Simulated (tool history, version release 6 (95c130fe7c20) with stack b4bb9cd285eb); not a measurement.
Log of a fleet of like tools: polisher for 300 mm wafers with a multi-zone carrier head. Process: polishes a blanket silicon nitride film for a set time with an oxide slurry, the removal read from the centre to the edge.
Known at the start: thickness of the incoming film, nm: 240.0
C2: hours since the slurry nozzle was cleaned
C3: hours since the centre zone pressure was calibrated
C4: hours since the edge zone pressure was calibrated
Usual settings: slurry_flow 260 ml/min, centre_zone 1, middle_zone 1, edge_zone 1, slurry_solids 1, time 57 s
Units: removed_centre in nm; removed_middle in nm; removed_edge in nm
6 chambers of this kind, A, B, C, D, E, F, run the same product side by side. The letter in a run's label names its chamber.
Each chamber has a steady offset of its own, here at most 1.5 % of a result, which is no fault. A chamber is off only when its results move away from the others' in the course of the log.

{"run": "1D", "hour": 5.3, "slurry_flow": 260, "centre_zone": 1, "middle_zone": 1, "edge_zone": 1, "slurry_solids": 1, "time": 57, "wafers polished on this pad": 1100, "C2": 38.7, "C3": 316.5, "C4": 433.3, "removed_centre": 40.666, "removed_middle": 40.384, "removed_edge": 40.471}
{"run": "2E", "hour": 12.0, "slurry_flow": 260, "centre_zone": 1, "middle_zone": 1, "edge_zone": 1, "slurry_solids": 1, "time": 57, "wafers polished on this pad": 592, "C2": 193, "C3": 516.4, "C4": 1049.9, "removed_centre": 40.633, "removed_middle": 40.869, "removed_edge": 41.828}
{"hour": 19.5, "done": "chamber B: centre zone pressure recalibrated"}
{"hour": 20.1, "done": "chamber D: worn pad replaced by a new one"}
{"run": "3F", "hour": 20.8, "slurry_flow": 260, "centre_zone": 1, "middle_zone": 1, "edge_zone": 1, "slurry_solids": 1, "time": 57, "wafers polished on this pad": 891, "C2": 371.8, "C3": 446.7, "C4": 76.3, "removed_centre": 41.318, "removed_middle": 40.543, "removed_edge": 39.721}
{"hour": 23.6, "done": "chamber E: worn pad replaced by a new one"}
{"run": "4C", "hour": 26.9, "slurry_flow": 260, "centre_zone": 1, "middle_zone": 1, "edge_zone": 1, "slurry_solids": 1, "time": 57, "wafers polished on this pad": 360, "C2": 374.1, "C3": 480.7, "C4": 727.6, "removed_centre": 40.456, "removed_middle": 40.837, "removed_edge": 40.622}
{"run": "5A", "hour": 34.8, "slurry_flow": 260, "centre_zone": 1, "middle_zone": 1, "edge_zone": 1, "slurry_solids": 1, "time": 57, "wafers polished on this pad": 458, "C2": 839.4, "C3": 504.5, "C4": 425.9, "removed_centre": 41.29, "removed_middle": 40.486, "removed_edge": 42.283}
{"run": "6B", "hour": 42.7, "slurry_flow": 260, "centre_zone": 1, "middle_zone": 1, "edge_zone": 1, "slurry_solids": 1, "time": 57, "wafers polished on this pad": 1050, "C2": 246.8, "C3": 23.3, "C4": 752.7, "removed_centre": 41.625, "removed_middle": 39.649, "removed_edge": 41.414}
{"hour": 43.8, "done": "chamber F: worn pad replaced by a new one"}
{"run": "7F", "hour": 48.5, "slurry_flow": 260, "centre_zone": 1, "middle_zone": 1, "edge_zone": 1, "slurry_solids": 1, "time": 57, "wafers polished on this pad": 47, "C2": 399.5, "C3": 474.4, "C4": 104, "removed_centre": 40.267, "removed_middle": 40.881, "removed_edge": 39.986}
{"run": "8A", "hour": 55.1, "slurry_flow": 260, "centre_zone": 1, "middle_zone": 1, "edge_zone": 1, "slurry_solids": 1, "time": 57, "wafers polished on this pad": 659, "C2": 859.7, "C3": 524.8, "C4": 446.2, "removed_centre": 40.99, "removed_middle": 40.682, "removed_edge": 40.405}
{"hour": 56.3, "done": "chamber A: worn pad replaced by a new one"}
{"hour": 57.8, "done": "chamber C: worn pad replaced by a new one"}
{"hour": 58.3, "done": "chamber E: edge zone pressure recalibrated"}
{"run": "9D", "hour": 61.8, "slurry_flow": 260, "centre_zone": 1, "middle_zone": 1, "edge_zone": 1, "slurry_solids": 1, "time": 57, "wafers polished on this pad": 414, "C2": 95.2, "C3": 373, "C4": 489.8, "removed_centre": 40.173, "removed_middle": 40.031, "removed_edge": 40.535}
{"run": "10C", "hour": 68.0, "slurry_flow": 260, "centre_zone": 1, "middle_zone": 1, "edge_zone": 1, "slurry_solids": 1, "time": 57, "wafers polished on this pad": 101, "C2": 415.2, "C3": 521.8, "C4": 768.7, "removed_centre": 40.169, "removed_middle": 42.434, "removed_edge": 40.008}
{"run": "11B", "hour": 72.5, "slurry_flow": 260, "centre_zone": 1, "middle_zone": 1, "edge_zone": 1, "slurry_solids": 1, "time": 57, "wafers polished on this pad": 1346, "C2": 276.6, "C3": 53.1, "C4": 782.5, "removed_centre": 41.581, "removed_middle": 39.507, "removed_edge": 40.365}
{"hour": 73.4, "done": "chamber C: centre zone pressure recalibrated"}
{"hour": 74.7, "done": "chamber B: worn pad replaced by a new one"}
{"run": "12E", "hour": 80.4, "slurry_flow": 260, "centre_zone": 1, "middle_zone": 1, "edge_zone": 1, "slurry_solids": 1, "time": 57, "wafers polished on this pad": 563, "C2": 261.4, "C3": 584.8, "C4": 22.1, "removed_centre": 41.39, "removed_middle": 40.546, "removed_edge": 40.571}
{"run": "13A", "hour": 85.9, "slurry_flow": 260, "centre_zone": 1, "middle_zone": 1, "edge_zone": 1, "slurry_solids": 1, "time": 57, "wafers polished on this pad": 293, "C2": 890.5, "C3": 555.6, "C4": 477, "removed_centre": 40.406, "removed_middle": 39.979, "removed_edge": 41.49}
{"run": "14E", "hour": 91.7, "slurry_flow": 260, "centre_zone": 1, "middle_zone": 1, "edge_zone": 1, "slurry_solids": 1, "time": 57, "wafers polished on this pad": 675, "C2": 272.7, "C3": 596.1, "C4": 33.4, "removed_centre": 41.645, "removed_middle": 41.08, "removed_edge": 41.005}
{"run": "15B", "hour": 99.3, "slurry_flow": 260, "centre_zone": 1, "middle_zone": 1, "edge_zone": 1, "slurry_solids": 1, "time": 57, "wafers polished on this pad": 244, "C2": 303.4, "C3": 79.9, "C4": 809.3, "removed_centre": 40.546, "removed_middle": 40.63, "removed_edge": 39.602}
{"hour": 99.5, "done": "chamber E: worn pad replaced by a new one"}
{"run": "16F", "hour": 104.5, "slurry_flow": 260, "centre_zone": 1, "middle_zone": 1, "edge_zone": 1, "slurry_solids": 1, "time": 57, "wafers polished on this pad": 603, "C2": 455.5, "C3": 530.4, "C4": 160, "removed_centre": 40.647, "removed_middle": 41.666, "removed_edge": 40.933}
{"hour": 105.0, "done": "chamber A: slurry nozzle cleaned"}
{"hour": 105.9, "done": "chamber C: slurry nozzle cleaned"}
{"run": "17D", "hour": 113.1, "slurry_flow": 260, "centre_zone": 1, "middle_zone": 1, "edge_zone": 1, "slurry_solids": 1, "time": 57, "wafers polished on this pad": 923, "C2": 146.5, "C3": 424.3, "C4": 541.1, "removed_centre": 40.43, "removed_middle": 41.172, "removed_edge": 40.383}
{"run": "18C", "hour": 117.2, "slurry_flow": 260, "centre_zone": 1, "middle_zone": 1, "edge_zone": 1, "slurry_solids": 1, "time": 57, "wafers polished on this pad": 589, "C2": 11.3, "C3": 43.8, "C4": 817.9, "removed_centre": 37.927, "removed_middle": 40.353, "removed_edge": 39.884}
{"hour": 118.1, "done": "chamber A: worn pad replaced by a new one"}
{"run": "19C", "hour": 125.7, "slurry_flow": 260, "centre_zone": 1, "middle_zone": 1, "edge_zone": 1, "slurry_solids": 1, "time": 57, "wafers polished on this pad": 674, "C2": 19.8, "C3": 52.3, "C4": 826.4, "removed_centre": 37.445, "removed_middle": 40.862, "removed_edge": 40.479}
{"run": "20A", "hour": 130.5, "slurry_flow": 260, "centre_zone": 1, "middle_zone": 1, "edge_zone": 1, "slurry_solids": 1, "time": 57, "wafers polished on this pad": 123, "C2": 25.6, "C3": 600.2, "C4": 521.6, "removed_centre": 40.971, "removed_middle": 40.343, "removed_edge": 41.076}
{"hour": 135.3, "done": "chamber C: worn pad replaced by a new one"}
{"run": "21B", "hour": 135.6, "slurry_flow": 260, "centre_zone": 1, "middle_zone": 1, "edge_zone": 1, "slurry_solids": 1, "time": 57, "wafers polished on this pad": 604, "C2": 339.7, "C3": 116.2, "C4": 845.6, "removed_centre": 40.882, "removed_middle": 40.988, "removed_edge": 40.203}
{"run": "22E", "hour": 139.6, "slurry_flow": 260, "centre_zone": 1, "middle_zone": 1, "edge_zone": 1, "slurry_solids": 1, "time": 57, "wafers polished on this pad": 398, "C2": 320.6, "C3": 644, "C4": 81.3, "removed_centre": 42.14, "removed_middle": 40.603, "removed_edge": 39.957}
{"run": "23F", "hour": 147.6, "slurry_flow": 260, "centre_zone": 1, "middle_zone": 1, "edge_zone": 1, "slurry_solids": 1, "time": 57, "wafers polished on this pad": 1030, "C2": 498.6, "C3": 573.5, "C4": 203.1, "removed_centre": 41.606, "removed_middle": 41.058, "removed_edge": 39.64}
{"hour": 149.5, "done": "chamber E: centre zone pressure recalibrated"}
{"hour": 152.0, "done": "chamber D: worn pad replaced by a new one"}
{"run": "24D", "hour": 153.0, "slurry_flow": 260, "centre_zone": 1, "middle_zone": 1, "edge_zone": 1, "slurry_solids": 1, "time": 57, "wafers polished on this pad": 10, "C2": 186.4, "C3": 464.2, "C4": 581, "removed_centre": 40.02, "removed_middle": 39.881, "removed_edge": 41.543}
{"hour": 153.6, "done": "chamber D: centre zone pressure recalibrated"}
{"run": "25B", "hour": 159.9, "slurry_flow": 260, "centre_zone": 1, "middle_zone": 1, "edge_zone": 1, "slurry_solids": 1, "time": 57, "wafers polished on this pad": 845, "C2": 364, "C3": 140.5, "C4": 869.9, "removed_centre": 40.504, "removed_middle": 40.716, "removed_edge": 41.453}
{"hour": 160.5, "done": "chamber F: worn pad replaced by a new one"}
{"run": "26F", "hour": 164.6, "slurry_flow": 260, "centre_zone": 1, "middle_zone": 1, "edge_zone": 1, "slurry_solids": 1, "time": 57, "wafers polished on this pad": 40, "C2": 515.6, "C3": 590.5, "C4": 220.1, "removed_centre": 40.861, "removed_middle": 40.927, "removed_edge": 41.151}
{"hour": 168.4, "done": "chamber E: worn pad replaced by a new one"}
{"run": "27A", "hour": 171.1, "slurry_flow": 260, "centre_zone": 1, "middle_zone": 1, "edge_zone": 1, "slurry_solids": 1, "time": 57, "wafers polished on this pad": 526, "C2": 66.2, "C3": 640.8, "C4": 562.2, "removed_centre": 41.377, "removed_middle": 41.849, "removed_edge": 41.153}
{"run": "28E", "hour": 179.8, "slurry_flow": 260, "centre_zone": 1, "middle_zone": 1, "edge_zone": 1, "slurry_solids": 1, "time": 57, "wafers polished on this pad": 113, "C2": 360.8, "C3": 30.3, "C4": 121.5, "removed_centre": 40.824, "removed_middle": 41.387, "removed_edge": 40.272}
{"hour": 181.5, "done": "chamber A: worn pad replaced by a new one"}
{"run": "29C", "hour": 186.2, "slurry_flow": 260, "centre_zone": 1, "middle_zone": 1, "edge_zone": 1, "slurry_solids": 1, "time": 57, "wafers polished on this pad": 505, "C2": 80.3, "C3": 112.8, "C4": 886.9, "removed_centre": 37.316, "removed_middle": 40.575, "removed_edge": 40.864}
{"run": "30D", "hour": 191.9, "slurry_flow": 260, "centre_zone": 1, "middle_zone": 1, "edge_zone": 1, "slurry_solids": 1, "time": 57, "wafers polished on this pad": 396, "C2": 225.3, "C3": 38.3, "C4": 619.9, "removed_centre": 40.804, "removed_middle": 41.885, "removed_edge": 41.674}
{"run": "31D", "hour": 196.9, "slurry_flow": 260, "centre_zone": 1, "middle_zone": 1, "edge_zone": 1, "slurry_solids": 1, "time": 57, "wafers polished on this pad": 445, "C2": 230.3, "C3": 43.3, "C4": 624.9, "removed_centre": 40.568, "removed_middle": 40.286, "removed_edge": 41.246}
{"hour": 201.7, "done": "chamber C: worn pad replaced by a new one"}
{"run": "32C", "hour": 204.6, "slurry_flow": 260, "centre_zone": 1, "middle_zone": 1, "edge_zone": 1, "slurry_solids": 1, "time": 57, "wafers polished on this pad": 29, "C2": 98.7, "C3": 131.2, "C4": 905.3, "removed_centre": 37.295, "removed_middle": 41.262, "removed_edge": 40.401}
{"run": "33E", "hour": 208.7, "slurry_flow": 260, "centre_zone": 1, "middle_zone": 1, "edge_zone": 1, "slurry_solids": 1, "time": 57, "wafers polished on this pad": 399, "C2": 389.7, "C3": 59.2, "C4": 150.4, "removed_centre": 40.686, "removed_middle": 40.859, "removed_edge": 40.684}
{"hour": 210.0, "done": "chamber B: worn pad replaced by a new one"}
{"run": "34B", "hour": 215.7, "slurry_flow": 260, "centre_zone": 1, "middle_zone": 1, "edge_zone": 1, "slurry_solids": 1, "time": 57, "wafers polished on this pad": 57, "C2": 419.8, "C3": 196.3, "C4": 925.7, "removed_centre": 40.138, "removed_middle": 39.142, "removed_edge": 40.637}
{"run": "35A", "hour": 220.1, "slurry_flow": 260, "centre_zone": 1, "middle_zone": 1, "edge_zone": 1, "slurry_solids": 1, "time": 57, "wafers polished on this pad": 383, "C2": 115.2, "C3": 689.8, "C4": 611.2, "removed_centre": 40.618, "removed_middle": 41.323, "removed_edge": 39.905}
{"run": "36F", "hour": 224.2, "slurry_flow": 260, "centre_zone": 1, "middle_zone": 1, "edge_zone": 1, "slurry_solids": 1, "time": 57, "wafers polished on this pad": 632, "C2": 575.2, "C3": 650.1, "C4": 279.7, "removed_centre": 40.766, "removed_middle": 40.724, "removed_edge": 41.113}
{"run": "37B", "hour": 229.9, "slurry_flow": 260, "centre_zone": 1, "middle_zone": 1, "edge_zone": 1, "slurry_solids": 1, "time": 57, "wafers polished on this pad": 198, "C2": 434, "C3": 210.5, "C4": 939.9, "removed_centre": 40.785, "removed_middle": 39.057, "removed_edge": 41.102}
{"run": "38A", "hour": 234.6, "slurry_flow": 260, "centre_zone": 1, "middle_zone": 1, "edge_zone": 1, "slurry_solids": 1, "time": 69, "wafers polished on this pad": 527, "C2": 129.7, "C3": 704.3, "C4": 625.7, "removed_centre": 49.438, "removed_middle": 48.739, "removed_edge": 48.362}
{"run": "39D", "hour": 241.9, "slurry_flow": 260, "centre_zone": 1, "middle_zone": 1, "edge_zone": 1, "slurry_solids": 1, "time": 69, "wafers polished on this pad": 892, "C2": 275.3, "C3": 88.3, "C4": 669.9, "removed_centre": 47.827, "removed_middle": 49.463, "removed_edge": 49.743}

Next, every chamber runs the same settings. What will each give?
{"run": "40A", "hour": 248.4, "slurry_flow": 260, "centre_zone": 1, "middle_zone": 1, "edge_zone": 1, "slurry_solids": 1, "time": 57, "removed_centre": "?", "removed_middle": "?", "removed_edge": "?"}
{"run": "40B", "hour": 248.4, "slurry_flow": 260, "centre_zone": 1, "middle_zone": 1, "edge_zone": 1, "slurry_solids": 1, "time": 57, "removed_centre": "?", "removed_middle": "?", "removed_edge": "?"}
{"run": "40C", "hour": 248.4, "slurry_flow": 260, "centre_zone": 1, "middle_zone": 1, "edge_zone": 1, "slurry_solids": 1, "time": 57, "removed_centre": "?", "removed_middle": "?", "removed_edge": "?"}
{"run": "40D", "hour": 248.4, "slurry_flow": 260, "centre_zone": 1, "middle_zone": 1, "edge_zone": 1, "slurry_solids": 1, "time": 57, "removed_centre": "?", "removed_middle": "?", "removed_edge": "?"}
{"run": "40E", "hour": 248.4, "slurry_flow": 260, "centre_zone": 1, "middle_zone": 1, "edge_zone": 1, "slurry_solids": 1, "time": 57, "removed_centre": "?", "removed_middle": "?", "removed_edge": "?"}
{"run": "40F", "hour": 248.4, "slurry_flow": 260, "centre_zone": 1, "middle_zone": 1, "edge_zone": 1, "slurry_solids": 1, "time": 57, "removed_centre": "?", "removed_middle": "?", "removed_edge": "?"}

run=40A removed_centre=41.347 removed_middle=40.671 removed_edge=41.08
run=40B removed_centre=41.502 removed_middle=41.627 removed_edge=39.973
run=40C removed_centre=38.263 removed_middle=41.273 removed_edge=40.687
run=40D removed_centre=39.591 removed_middle=41.04 removed_edge=39.136
run=40E removed_centre=41.501 removed_middle=40.361 removed_edge=40.501
run=40F removed_centre=40.072 removed_middle=41.385 removed_edge=40.98

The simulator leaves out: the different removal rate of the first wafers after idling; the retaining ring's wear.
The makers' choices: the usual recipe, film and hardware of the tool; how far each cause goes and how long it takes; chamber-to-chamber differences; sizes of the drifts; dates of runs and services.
